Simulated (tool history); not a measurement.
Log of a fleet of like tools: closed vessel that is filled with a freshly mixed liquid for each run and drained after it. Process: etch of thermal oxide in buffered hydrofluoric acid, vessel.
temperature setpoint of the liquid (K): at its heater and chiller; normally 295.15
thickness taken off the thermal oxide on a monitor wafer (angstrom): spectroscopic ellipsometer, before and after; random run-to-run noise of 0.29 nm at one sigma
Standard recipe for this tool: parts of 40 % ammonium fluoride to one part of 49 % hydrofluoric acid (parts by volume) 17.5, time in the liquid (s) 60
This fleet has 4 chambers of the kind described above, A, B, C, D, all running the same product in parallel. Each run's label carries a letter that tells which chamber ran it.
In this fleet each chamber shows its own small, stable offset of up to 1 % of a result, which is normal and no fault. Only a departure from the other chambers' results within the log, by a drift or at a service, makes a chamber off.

run	hour	temperature setpoint of the liquid (K)	parts of 40 % ammonium fluoride to one part of 49 % hydrofluoric acid (parts by volume)	time in the liquid (s)	hours since the thermometer was replaced	hours since the hydrofluoric acid flow meter was replaced	read-back film thickness of the thermal oxide reference wafer, read on the same gauge (nm)	thickness taken off the thermal oxide on a monitor wafer (angstrom)
1C	5.5	295.15	17.5	60	1001.7	687.9	129.98	364.15
2B	14.8	295.15	17.5	60	1300.2	602.3	129.98	368.65
3A	21.3	295.15	17.5	60	1193.6	51.6	130.01	374.44
4D	29.1	295.15	17.5	60	1071.7	1175.7	130.01	369.77
5B	35.8	295.15	17.5	60	1321.2	623.3	130.01	370.43
6A	41.9	295.15	17.5	60	1214.2	72.2	129.99	372.54
7C	52.1	299.15	17.5	50	1048.3	734.5	129.97	380.65
8D	60.8	299.15	17.5	50	1103.4	1207.4	130.02	380.34
9B	71.7	299.15	17.5	50	1357.1	659.2	129.99	387.56
10C	82.5	299.15	17.5	50	1078.7	764.9	129.98	379.35
11A	89.7	295.15	17.5	60	1262.0	120.0	129.97	372.96
12D	94.7	296.65	17.5	60	1137.3	1241.3	129.99	400.03
13C	102.2	296.65	17.5	60	1098.4	784.6	130.01	404.15
14D	111.3	296.65	17.5	60	1153.9	1257.9	130.01	394.41
15B	118.4	296.65	17.5	60	1403.8	705.9	130.00	404.39
16A	128.9	295.15	17.5	60	1301.2	159.2	130.00	371.31
17B	134.6	295.15	17.5	60	1420.0	722.1	130.00	367.39
# hour 135.3: chamber B: thermometer replaced
18A	145.7	295.15	17.5	60	1318.0	176.0	130.01	370.42
19D	154.7	295.15	17.5	60	1197.3	1301.3	129.99	366.39
20C	163.7	295.15	17.5	60	1159.9	846.1	130.05	370.25
21D	172.9	295.15	17.5	60	1215.5	1319.5	130.04	357.17
22A	180.8	295.15	17.5	60	1353.1	211.1	129.96	375.92
23B	189.6	295.15	17.5	60	54.4	777.1	129.97	370.92
24C	200.1	295.15	17.5	60	1196.3	882.5	129.96	369.48
25D	207.1	295.15	17.5	60	1249.7	1353.7	130.00	352.65
26B	214.1	299.65	17.5	30	78.9	801.6	130.01	237.67
27A	222.3	299.65	17.5	30	1394.6	252.6	130.02	237.14
28C	232.4	299.65	17.5	30	1228.6	914.8	130.01	235.72
29D	242.7	299.65	17.5	30	1285.3	1389.3	130.01	222.53
30B	248.4	295.15	17.5	60	113.2	835.9	129.97	372.74
31A	255.9	295.15	17.5	60	1428.2	286.2	129.99	365.74
32C	265.2	295.15	17.5	60	1261.4	947.6	130.02	370.78
33B	275.7	298.15	17.5	60	140.5	863.2	130.01	436.47
34D	281.0	298.15	17.5	60	1323.6	1427.6	130.01	404.86
35A	291.5	298.15	17.5	60	1463.8	321.8	129.98	440.83
36C	298.2	298.15	17.5	60	1294.4	980.6	129.99	434.69
37C	306.8	295.15	17.5	60	1303.0	989.2	130.00	373.82
38A	312.1	295.15	17.5	60	1484.4	342.4	129.96	371.27
39D	317.1	295.15	17.5	60	1359.7	1463.7	129.98	344.90
40B	323.0	295.15	17.5	60	187.8	910.5	130.02	368.92

The same settings go to every chamber for the next run, one line per chamber below. Forecast the results for each:
41A	331.1	299.65	17.5	60				?
41B	331.1	299.65	17.5	60				?
41C	331.1	299.65	17.5	60				?
41D	331.1	299.65	17.5	60				?

run	thickness taken off the thermal oxide on a monitor wafer (angstrom)
41A	475.58
41B	474.02
41C	475.13
41D	432.79
